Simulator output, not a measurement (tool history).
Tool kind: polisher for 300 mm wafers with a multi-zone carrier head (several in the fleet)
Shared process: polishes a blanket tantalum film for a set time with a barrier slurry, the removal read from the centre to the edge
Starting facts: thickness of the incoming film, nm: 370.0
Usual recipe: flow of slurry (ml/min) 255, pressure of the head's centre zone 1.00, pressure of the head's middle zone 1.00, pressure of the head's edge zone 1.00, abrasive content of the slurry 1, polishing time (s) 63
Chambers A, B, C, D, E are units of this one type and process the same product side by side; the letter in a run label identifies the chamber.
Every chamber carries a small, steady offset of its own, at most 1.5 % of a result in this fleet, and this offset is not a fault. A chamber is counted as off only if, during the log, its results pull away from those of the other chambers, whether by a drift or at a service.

run,hour,flow of slurry (ml/min),pressure of the head's centre zone,pressure of the head's middle zone,pressure of the head's edge zone,abrasive content of the slurry,polishing time (s),wafers polished on this pad,hours since the slurry nozzle was cleaned,hours since the centre zone pressure was calibrated,hours since the edge zone pressure was calibrated,film removed at the wafer's centre (nm),film removed at mid-radius (nm),film removed at the wafer's edge (nm)
# hour 4.6: chamber A: worn pad replaced by a new one
1A,5.5,255,1.00,1.00,1.00,1,63,9,197.7,9.2,961.6,93.167,95.184,96.403
2D,9.8,255,1.00,1.00,1.00,1,63,299,355.7,73.5,179.8,95.859,92.935,95.682
3E,12.9,255,1.00,1.00,1.00,1,63,227,360.7,158.2,405.9,95.095,95.059,93.883
# hour 17.6: chamber C: centre zone pressure recalibrated
4C,17.6,255,1.00,1.00,1.00,1,63,479,211.7,0.0,187.6,92.523,93.266,93.170
5B,24.8,255,1.00,1.00,1.00,1,63,390,248.3,284.8,1278.3,95.397,93.829,95.160
# hour 27.6: chamber E: slurry nozzle cleaned
6B,31.0,255,1.00,0.95,1.00,1,63,450,254.5,291.0,1284.5,91.893,90.382,95.599
7A,35.7,255,1.00,0.95,1.00,1,63,298,227.9,39.4,991.8,92.560,89.768,94.405
# hour 36.2: chamber C: worn pad replaced by a new one
8C,41.8,255,1.00,0.95,1.00,1,63,53,235.9,24.2,211.8,90.744,89.646,92.891
# hour 44.7: chamber B: edge zone pressure recalibrated
9E,47.1,255,1.00,0.95,1.00,1,63,555,19.5,192.4,440.1,93.385,91.437,91.836
10D,52.8,255,1.00,0.95,1.00,1,63,711,398.7,116.5,222.8,93.704,90.116,94.619
# hour 56.7: chamber B: slurry nozzle cleaned
11D,58.9,255,1.00,1.00,1.00,1,63,770,404.8,122.6,228.9,92.980,92.183,92.500
12A,63.8,255,0.89,1.00,0.95,1,63,568,256.0,67.5,1019.9,83.183,94.596,92.632
13C,69.3,255,0.89,1.00,0.95,1,63,317,263.4,51.7,239.3,83.212,93.325,90.740
# hour 69.5: chamber B: worn pad replaced by a new one
14B,73.4,255,0.89,1.00,0.95,1,63,38,16.8,333.4,28.7,80.748,94.253,93.798
# hour 77.2: chamber A: slurry nozzle cleaned
15E,79.5,255,0.89,1.00,0.95,1,63,865,51.9,224.8,472.5,83.287,94.420,89.745
# hour 83.8: chamber A: edge zone pressure recalibrated
16A,86.3,255,0.89,1.00,0.95,1,63,783,9.1,90.0,2.5,82.114,93.235,91.339
17E,90.5,255,1.00,1.00,1.00,1,63,971,62.9,235.8,483.5,95.286,93.978,94.369
# hour 92.4: chamber A: worn pad replaced by a new one
# hour 94.3: chamber C: worn pad replaced by a new one
18C,94.7,255,1.00,1.00,1.00,1,63,3,288.8,77.1,264.7,94.328,93.635,94.023
19D,98.8,255,1.00,1.00,1.00,1,52,1152,444.7,162.5,268.8,74.726,73.834,74.804
20B,105.0,255,1.00,1.00,1.00,1,52,340,48.4,365.0,60.3,78.647,78.574,76.986
21A,109.9,255,1.00,1.00,1.00,1,52,167,32.7,113.6,26.1,76.864,78.302,78.813
# hour 115.4: chamber E: worn pad replaced by a new one
22D,117.1,255,1.00,1.00,1.00,1,52,1327,463.0,180.8,287.1,73.446,72.705,74.283
23E,123.0,255,1.00,1.00,1.00,1,52,73,95.4,268.3,516.0,77.451,78.985,75.814
24C,129.8,255,1.00,1.00,1.00,1,63,340,323.9,112.2,299.8,96.152,93.293,93.298
25B,133.6,255,1.00,1.00,1.00,1,63,614,77.0,393.6,88.9,95.047,92.934,92.767
26B,136.8,255,1.00,1.00,1.00,1,63,645,80.2,396.8,92.1,93.909,93.288,94.087
27E,143.8,255,1.00,1.00,1.00,1,63,272,116.2,289.1,536.8,95.836,94.130,94.778
28A,150.8,255,1.00,1.00,1.00,1,63,559,73.6,154.5,67.0,92.044,93.351,94.213
29D,155.7,255,1.00,1.00,1.00,1,63,1697,501.6,219.4,325.7,87.826,87.537,87.855
30C,159.8,255,1.00,1.00,1.00,1,63,627,353.9,142.2,329.8,93.742,93.846,94.183

What goes on in this fleet: one chamber off, a drifting gauge, or nothing beyond the chambers' own small offsets? Name the chamber and the cause, if any.

Chamber D drifts away from the others.
Likeliest cause: removal rate lost through wear of the pad, % = 8.59.

Below are 4 candidate recipes for chamber D's next run, each the usual settings with a change, their results shown as question marks. Which of them brings D's results back in line with what the other chambers give on the usual settings?
In-line tolerance around the mean of the other chambers on the usual settings: film removed at the wafer's centre (nm) 4.200; film removed at mid-radius (nm) 2.800; film removed at the wafer's edge (nm) 3.300
31D-1,165.0,250,1.00,0.99,1.00,0.95,54,,,,,?,?,?
31D-2,165.0,255,1.00,1.01,1.00,1.00,68,,,,,?,?,?
31D-3,165.0,260,1.00,1.01,1.00,1.05,73,,,,,?,?,?
31D-4,165.0,255,1.00,0.99,1.00,1.00,58,,,,,?,?,?

On the usual settings, the other chambers give on average: film removed at the wafer's centre (nm) 93.970; film removed at mid-radius (nm) 94.275; film removed at the wafer's edge (nm) 93.934
run,film removed at the wafer's centre (nm),film removed at mid-radius (nm),film removed at the wafer's edge (nm)
31D-1,72.828,72.046,72.862
31D-2,93.372,94.053,93.294
31D-3,101.900,102.620,101.730
31D-4,79.629,78.752,79.598
With 31D-2, the chamber falls back in line with the rest.
